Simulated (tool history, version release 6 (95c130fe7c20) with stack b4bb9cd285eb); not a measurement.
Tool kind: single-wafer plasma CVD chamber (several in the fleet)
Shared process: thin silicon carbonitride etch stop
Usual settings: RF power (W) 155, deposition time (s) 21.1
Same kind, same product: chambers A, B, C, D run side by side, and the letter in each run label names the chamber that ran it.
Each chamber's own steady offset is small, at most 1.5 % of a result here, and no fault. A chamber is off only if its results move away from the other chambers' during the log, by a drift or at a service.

run   hour  RF power (W)  deposition time (s)  read-back reference wafer on the same gauge, thickness_nm  mean film thickness on the monitor wafer (angstrom)
 1A    9.6           155                 21.1                                                     10.193                                              111.960
 2B   22.7           155                 21.1                                                     10.200                                              109.740
 3C   30.9           155                 21.1                                                     10.205                                              112.180
 4D   42.6           155                 21.1                                                     10.202                                              111.910
 5C   50.3           155                 21.1                                                     10.200                                              113.070
 6B   59.2           155                 21.1                                                     10.195                                              110.150
 7A   66.4           155                 21.1                                                     10.202                                              111.860
 8D   73.7           155                 21.1                                                     10.198                                              112.040
 9B   82.2           155                 21.1                                                     10.199                                              109.990
10A   92.5           155                 17.2                                                     10.196                                               91.138
11C  102.9           155                 17.2                                                     10.196                                               91.758
12D  109.5           155                 17.2                                                     10.200                                               91.036
13B  120.7           155                 17.2                                                     10.200                                               89.913
14A  130.4           155                 21.1                                                     10.202                                              112.060
15C  142.4           155                 21.1                                                     10.195                                              112.390
16D  155.4           155                 21.1                                                     10.199                                              111.770
17D  165.8           155                 21.1                                                     10.198                                              112.170
18A  173.4           155                 21.1                                                     10.199                                              112.190
19B  180.3           155                 21.1                                                     10.200                                              110.070
20C  186.8           155                 21.1                                                     10.200                                              112.300
21C  193.4           155                 21.1                                                     10.197                                              112.320
22A  204.2           155                 21.1                                                     10.192                                              112.290
23B  216.8           155                 21.1                                                     10.198                                              109.730
24D  230.1           155                 21.1                                                     10.200                                              111.540
25D  242.9           155                 21.1                                                     10.193                                              111.640
26A  253.1           155                 21.1                                                     10.207                                              111.920
27C  264.0           155                 21.1                                                     10.205                                              112.470
28B  274.6           155                 21.1                                                     10.202                                              110.160
29D  283.8           155                 21.1                                                     10.197                                              112.130
30C  292.8           155                 21.1                                                     10.198                                              113.030

All chambers now run identical settings, listed one chamber a line with results as question marks. What results will each chamber show?
31A  302.5           155                 21.1                                                                                                               ?
31B  302.5           155                 21.1                                                                                                               ?
31C  302.5           155                 21.1                                                                                                               ?
31D  302.5           155                 21.1                                                                                                               ?

run  mean film thickness on the monitor wafer (angstrom)
31A                                              112.120
31B                                              110.240
31C                                              112.100
31D                                              111.980

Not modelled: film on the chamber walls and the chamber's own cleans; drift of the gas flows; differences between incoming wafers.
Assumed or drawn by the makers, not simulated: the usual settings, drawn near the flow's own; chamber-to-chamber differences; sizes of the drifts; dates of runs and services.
